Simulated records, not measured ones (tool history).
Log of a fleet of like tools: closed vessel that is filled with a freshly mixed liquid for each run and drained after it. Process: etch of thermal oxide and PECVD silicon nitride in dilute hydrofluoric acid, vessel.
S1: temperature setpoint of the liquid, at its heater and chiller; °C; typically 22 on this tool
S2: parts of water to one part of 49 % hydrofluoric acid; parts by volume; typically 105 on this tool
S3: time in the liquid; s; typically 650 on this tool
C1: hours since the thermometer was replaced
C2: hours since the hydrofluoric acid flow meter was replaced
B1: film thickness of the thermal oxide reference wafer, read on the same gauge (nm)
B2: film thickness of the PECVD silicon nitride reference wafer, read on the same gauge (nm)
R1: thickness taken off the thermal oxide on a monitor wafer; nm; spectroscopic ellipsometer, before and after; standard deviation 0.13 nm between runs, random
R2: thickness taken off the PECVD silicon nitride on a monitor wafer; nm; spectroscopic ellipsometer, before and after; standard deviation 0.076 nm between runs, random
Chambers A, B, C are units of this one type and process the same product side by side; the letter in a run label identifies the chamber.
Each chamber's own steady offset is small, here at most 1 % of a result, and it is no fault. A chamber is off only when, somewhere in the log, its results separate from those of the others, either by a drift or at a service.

| run | hour | S1 | S2 | S3 | C1 | C2 | B1 | B2 | R1 | R2 |
|---|---|---|---|---|---|---|---|---|---|---|
| 1C | 15.6 | 22 | 105 | 650 | 1090.7 | 1017.2 | 99.999 | 60.011 | 26.535 | 9.2983 |
| 2B | 28.6 | 22 | 105 | 650 | 887.3 | 643.4 | 100.01 | 59.995 | 26.559 | 9.2412 |
| 3A | 39.2 | 22 | 105 | 650 | 531.2 | 1084.1 | 100.03 | 60.001 | 26.975 | 9.1788 |
| 4A | 48.8 | 22 | 105 | 650 | 540.8 | 1093.7 | 100.02 | 60.023 | 26.835 | 9.3275 |
| 5C | 60 | 22 | 105 | 650 | 1135.1 | 1061.6 | 100.01 | 60.007 | 26.615 | 9.2125 |
| 6B | 67.5 | 22 | 105 | 650 | 926.2 | 682.3 | 100.01 | 60.021 | 26.502 | 9.2729 |
| 7B | 83.1 | 22 | 105 | 650 | 941.8 | 697.9 | 100.01 | 60.03 | 26.664 | 9.2992 |
| 8C | 96 | 22 | 105 | 650 | 1171.1 | 1097.6 | 99.972 | 59.964 | 26.735 | 9.3046 |
| 9A | 105 | 22 | 60 | 365 | 597 | 1149.9 | 99.99 | 59.981 | 27.967 | 8.9363 |
| 10B | 117.4 | 22 | 60 | 365 | 976.1 | 732.2 | 99.963 | 59.991 | 27.7 | 9.1189 |
| 11C | 130.4 | 22 | 60 | 365 | 1205.5 | 1132 | 100 | 60.006 | 27.942 | 9.1102 |
| 12A | 145.1 | 22 | 105 | 650 | 637.1 | 1190 | 99.973 | 59.957 | 27.009 | 9.2395 |
| 13C | 153.5 | 22 | 105 | 650 | 1228.6 | 1155.1 | 100.02 | 59.945 | 26.906 | 9.2141 |
| 14A | 167.3 | 22 | 105 | 930 | 659.3 | 1212.2 | 99.976 | 60.027 | 38.127 | 13.093 |
| 15B | 175 | 22 | 105 | 930 | 1033.7 | 789.8 | 99.954 | 59.995 | 38.054 | 13.328 |
| 16A | 190.5 | 22 | 105 | 930 | 682.5 | 1235.4 | 100 | 59.973 | 38.603 | 12.953 |
| 17B | 199.1 | 22 | 105 | 650 | 1057.8 | 813.9 | 100 | 59.953 | 26.637 | 9.4158 |
| 18C | 211.1 | 22 | 105 | 650 | 1286.2 | 1212.7 | 100.03 | 60.006 | 26.722 | 9.2302 |
| 19B | 225.5 | 18.5 | 105 | 470 | 1084.2 | 840.3 | 99.999 | 59.993 | 16.767 | 5.3239 |
| 20C | 235.9 | 18.5 | 105 | 470 | 1311 | 1237.5 | 100.03 | 60.045 | 16.581 | 5.2098 |
| 21A | 250.5 | 18.5 | 105 | 470 | 742.5 | 1295.4 | 99.979 | 60.04 | 16.88 | 5.3498 |
| 22B | 260.6 | 22 | 105 | 650 | 1119.3 | 875.4 | 99.98 | 59.985 | 26.578 | 9.2266 |

Predict what each chamber gives when all 3 of them run the settings below next.
| 23A | 272 | 22 | 120 | 650 |  |  |  |  | ? | ? |
| 23B | 272 | 22 | 120 | 650 |  |  |  |  | ? | ? |
| 23C | 272 | 22 | 120 | 650 |  |  |  |  | ? | ? |

| run | R1 | R2 |
|---|---|---|
| 23A | 22.965 | 8.0226 |
| 23B | 22.942 | 8.2068 |
| 23C | 22.92 | 7.9522 |
